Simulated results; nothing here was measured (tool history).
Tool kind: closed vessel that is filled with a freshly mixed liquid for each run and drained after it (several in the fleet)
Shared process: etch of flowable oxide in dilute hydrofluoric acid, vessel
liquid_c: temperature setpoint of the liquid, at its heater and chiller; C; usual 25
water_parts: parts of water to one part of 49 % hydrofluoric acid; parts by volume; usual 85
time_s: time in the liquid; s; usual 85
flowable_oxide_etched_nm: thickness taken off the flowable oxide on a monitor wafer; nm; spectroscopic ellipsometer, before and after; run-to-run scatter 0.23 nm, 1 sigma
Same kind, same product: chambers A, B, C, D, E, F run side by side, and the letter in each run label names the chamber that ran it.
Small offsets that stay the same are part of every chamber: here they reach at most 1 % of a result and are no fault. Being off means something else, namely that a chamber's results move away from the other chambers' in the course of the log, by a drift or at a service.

run	day	liquid_c	water_parts	time_s	hours since the thermometer was replaced	hours since the hydrofluoric acid flow meter was replaced	read-back film thickness of the flowable oxide reference wafer, read on the same gauge (nm)	flowable_oxide_etched_nm
1F	0.196	25	85	85	558	456.5	69.967	41.246
2C	0.412	25	85	85	1112.9	1161.7	70.034	41.508
3D	0.65	25	85	85	575.7	851.3	69.998	41.351
4B	0.842	25	85	85	204.7	1655.3	69.97	40.768
5A	1.117	25	85	85	76.3	485.3	70.005	41.093
6E	1.258	25	85	85	1526	802.6	70.004	42.158
7A	1.55	28.5	85	110	86.7	495.7	70.006	61.212
8B	1.8	28.5	85	110	227.7	1678.3	69.979	61.548
# day 2.096: chamber E: hydrofluoric acid flow meter replaced
9C	2.104	28.5	85	110	1153.5	1202.3	70.025	62.161
10E	2.3	28.5	85	110	1551	5	70.014	62.175
11D	2.467	28.5	85	110	619.3	894.9	69.966	61.554
12F	2.688	28.5	85	110	617.8	516.3	69.987	63.168
13E	2.929	25	85	85	1566.1	20.1	70.01	41.961
14B	3.062	25	85	85	258	1708.6	69.987	41.626
# day 3.171: chamber D: thermometer replaced
15F	3.238	21.5	85	50	631	529.5	70.021	21.46
16D	3.504	21.5	85	50	8.1	919.8	70.019	21.182
# day 3.521: chamber B: hydrofluoric acid flow meter replaced
17C	3.642	21.5	85	50	1190.4	1239.2	70.005	21.089
18A	3.792	21.5	85	50	140.5	549.5	69.993	21.162
19E	3.942	21.5	85	50	1590.4	44.4	69.997	21.462
20C	4.129	21.5	85	50	1202.1	1250.9	70.01	21.041
21B	4.338	25	85	85	288.6	19.7	70.002	41.384
22F	4.496	25	85	85	661.2	559.7	70.002	42.579
23A	4.788	25	85	85	164.4	573.4	69.982	41.473
24D	5.004	25	85	85	44.1	955.8	69.991	41.198
25B	5.225	25	85	85	309.9	41	69.979	41.617
26F	5.396	25	85	85	682.8	581.3	70.017	43.058
27A	5.596	25	85	85	183.8	592.8	69.991	41.391
28C	5.825	25	85	85	1242.8	1291.6	70.005	41.492
29E	6.058	25	85	85	1641.2	95.2	70.003	42.378
30D	6.271	25	85	85	74.5	986.2	70.02	41.499
31B	6.438	25	85	85	339	70.1	69.993	41.018
32A	6.708	25	85	110	210.5	619.5	70.006	53.314
33F	7.012	25	85	110	721.6	620.1	69.981	57.778
34C	7.196	25	85	110	1275.7	1324.5	70.002	53.803
35E	7.367	25	85	110	1672.6	126.6	70.001	54.371
36D	7.633	25	85	110	107.2	1018.9	69.966	53.361
37B	7.879	25	85	110	373.6	104.7	69.997	53.238
38D	8.096	25	85	85	118.3	1030	70.003	41.256
39E	8.271	25	85	85	1694.3	148.3	70.001	41.758
40A	8.542	25	85	85	254.5	663.5	70.018	41.524

Predict what each chamber gives when all 6 of them run the settings below next.
41A	8.762	25	85	60				?
41B	8.762	25	85	60				?
41C	8.762	25	85	60				?
41D	8.762	25	85	60				?
41E	8.762	25	85	60				?
41F	8.762	25	85	60				?

run	flowable_oxide_etched_nm
41A	29.291
41B	29.316
41C	29.401
41D	29.343
41E	29.514
41F	31.716
